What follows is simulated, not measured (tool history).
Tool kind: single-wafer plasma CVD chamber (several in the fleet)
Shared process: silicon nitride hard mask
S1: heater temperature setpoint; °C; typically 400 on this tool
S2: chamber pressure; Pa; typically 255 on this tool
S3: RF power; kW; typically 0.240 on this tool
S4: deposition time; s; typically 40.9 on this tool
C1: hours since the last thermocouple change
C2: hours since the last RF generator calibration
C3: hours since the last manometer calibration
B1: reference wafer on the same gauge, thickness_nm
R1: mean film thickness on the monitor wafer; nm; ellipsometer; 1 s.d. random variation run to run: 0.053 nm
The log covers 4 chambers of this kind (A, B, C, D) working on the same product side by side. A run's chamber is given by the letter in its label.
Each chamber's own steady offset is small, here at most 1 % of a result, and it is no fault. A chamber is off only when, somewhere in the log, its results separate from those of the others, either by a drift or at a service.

| run | hour | S1 | S2 | S3 | S4 | C1 | C2 | C3 | B1 | R1 |
|---|---|---|---|---|---|---|---|---|---|---|
| 1B | 10.7 | 400 | 255 | 0.240 | 40.9 | 202.1 | 1160.2 | 569.1 | 35.495 | 42.718 |
| 2D | 27.2 | 400 | 255 | 0.240 | 40.9 | 2655.9 | 282.0 | 1650.6 | 35.473 | 42.525 |
|  | 31.2 | chamber B: RF generator calibrated |
| 3A | 37.1 | 400 | 255 | 0.240 | 40.9 | 180.3 | 938.6 | 2432.7 | 35.483 | 41.952 |
| 4C | 51.3 | 400 | 255 | 0.240 | 40.9 | 1392.8 | 371.4 | 854.4 | 35.486 | 42.246 |
| 5C | 66.5 | 400 | 255 | 0.240 | 40.9 | 1408.0 | 386.6 | 869.6 | 35.476 | 42.300 |
| 6D | 77.1 | 400 | 255 | 0.240 | 40.9 | 2705.8 | 331.9 | 1700.5 | 35.474 | 42.459 |
| 7B | 91.2 | 400 | 255 | 0.240 | 40.9 | 282.6 | 60.0 | 649.6 | 35.476 | 42.812 |
| 8A | 107.0 | 400 | 255 | 0.240 | 40.9 | 250.2 | 1008.5 | 2502.6 | 35.456 | 41.988 |
| 9A | 120.9 | 400 | 255 | 0.240 | 40.9 | 264.1 | 1022.4 | 2516.5 | 35.453 | 41.857 |
| 10B | 133.7 | 400 | 255 | 0.240 | 40.9 | 325.1 | 102.5 | 692.1 | 35.456 | 42.656 |
| 11D | 143.9 | 400 | 255 | 0.240 | 40.9 | 2772.6 | 398.7 | 1767.3 | 35.435 | 42.458 |
| 12C | 157.0 | 400 | 255 | 0.240 | 40.9 | 1498.5 | 477.1 | 960.1 | 35.435 | 42.243 |
| 13D | 169.8 | 400 | 255 | 0.240 | 40.9 | 2798.5 | 424.6 | 1793.2 | 35.428 | 42.402 |
| 14A | 183.9 | 400 | 255 | 0.240 | 40.9 | 327.1 | 1085.4 | 2579.5 | 35.438 | 41.918 |
| 15C | 194.2 | 394 | 255 | 0.240 | 40.9 | 1535.7 | 514.3 | 997.3 | 35.437 | 42.188 |
| 16B | 210.4 | 394 | 255 | 0.240 | 40.9 | 401.8 | 179.2 | 768.8 | 35.426 | 42.784 |
| 17A | 218.0 | 394 | 255 | 0.240 | 40.9 | 361.2 | 1119.5 | 2613.6 | 35.419 | 42.013 |
| 18D | 233.0 | 394 | 255 | 0.240 | 40.9 | 2861.7 | 487.8 | 1856.4 | 35.416 | 42.492 |
| 19B | 240.2 | 400 | 255 | 0.240 | 46.9 | 431.6 | 209.0 | 798.6 | 35.409 | 48.947 |
| 20C | 256.1 | 400 | 255 | 0.240 | 46.9 | 1597.6 | 576.2 | 1059.2 | 35.391 | 48.336 |
| 21A | 271.0 | 400 | 255 | 0.240 | 46.9 | 414.2 | 1172.5 | 2666.6 | 35.407 | 48.066 |
| 22C | 285.5 | 400 | 255 | 0.240 | 46.9 | 1627.0 | 605.6 | 1088.6 | 35.392 | 48.377 |
| 23D | 292.7 | 393 | 255 | 0.240 | 35.9 | 2921.4 | 547.5 | 1916.1 | 35.385 | 37.386 |
|  | 295.8 | chamber A: capacitance manometer re-zeroed and calibrated |
| 24B | 308.2 | 393 | 255 | 0.240 | 35.9 | 499.6 | 277.0 | 866.6 | 35.391 | 37.545 |
|  | 321.1 | chamber D: thermocouple changed; heater temperature recalibrated |
| 25C | 321.6 | 393 | 255 | 0.240 | 35.9 | 1663.1 | 641.7 | 1124.7 | 35.382 | 37.132 |
| 26D | 337.5 | 393 | 255 | 0.240 | 35.9 | 16.4 | 592.3 | 1960.9 | 35.379 | 37.224 |
| 27B | 351.6 | 400 | 255 | 0.240 | 40.9 | 543.0 | 320.4 | 910.0 | 35.360 | 42.569 |
| 28A | 363.4 | 400 | 287 | 0.240 | 40.9 | 506.6 | 1264.9 | 67.7 | 35.365 | 43.252 |
| 29A | 376.0 | 400 | 287 | 0.240 | 40.9 | 519.2 | 1277.5 | 80.3 | 35.355 | 43.245 |
| 30B | 386.4 | 400 | 287 | 0.240 | 40.9 | 577.8 | 355.2 | 944.8 | 35.356 | 43.979 |
| 31C | 398.1 | 400 | 287 | 0.240 | 40.9 | 1739.6 | 718.2 | 1201.2 | 35.343 | 43.421 |
| 32D | 406.7 | 400 | 255 | 0.240 | 40.9 | 85.6 | 661.5 | 2030.1 | 35.332 | 42.356 |
| 33A | 416.8 | 400 | 255 | 0.240 | 40.9 | 560.0 | 1318.3 | 121.1 | 35.339 | 41.916 |
| 34D | 433.3 | 400 | 255 | 0.240 | 40.9 | 112.2 | 688.1 | 2056.7 | 35.337 | 42.288 |
| 35B | 448.8 | 400 | 255 | 0.240 | 40.9 | 640.2 | 417.6 | 1007.2 | 35.314 | 42.632 |
| 36C | 456.1 | 412 | 255 | 0.240 | 46.3 | 1797.6 | 776.2 | 1259.2 | 35.328 | 47.421 |
| 37D | 465.4 | 412 | 255 | 0.240 | 46.3 | 144.3 | 720.2 | 2088.8 | 35.313 | 47.603 |

Each of the 4 chambers runs these same settings next. Fill in every chamber's results:
| 38A | 477.3 | 400 | 255 | 0.240 | 40.9 |  |  |  |  | ? |
| 38B | 477.3 | 400 | 255 | 0.240 | 40.9 |  |  |  |  | ? |
| 38C | 477.3 | 400 | 255 | 0.240 | 40.9 |  |  |  |  | ? |
| 38D | 477.3 | 400 | 255 | 0.240 | 40.9 |  |  |  |  | ? |

| run | R1 |
|---|---|
| 38A | 41.845 |
| 38B | 42.664 |
| 38C | 42.096 |
| 38D | 42.232 |
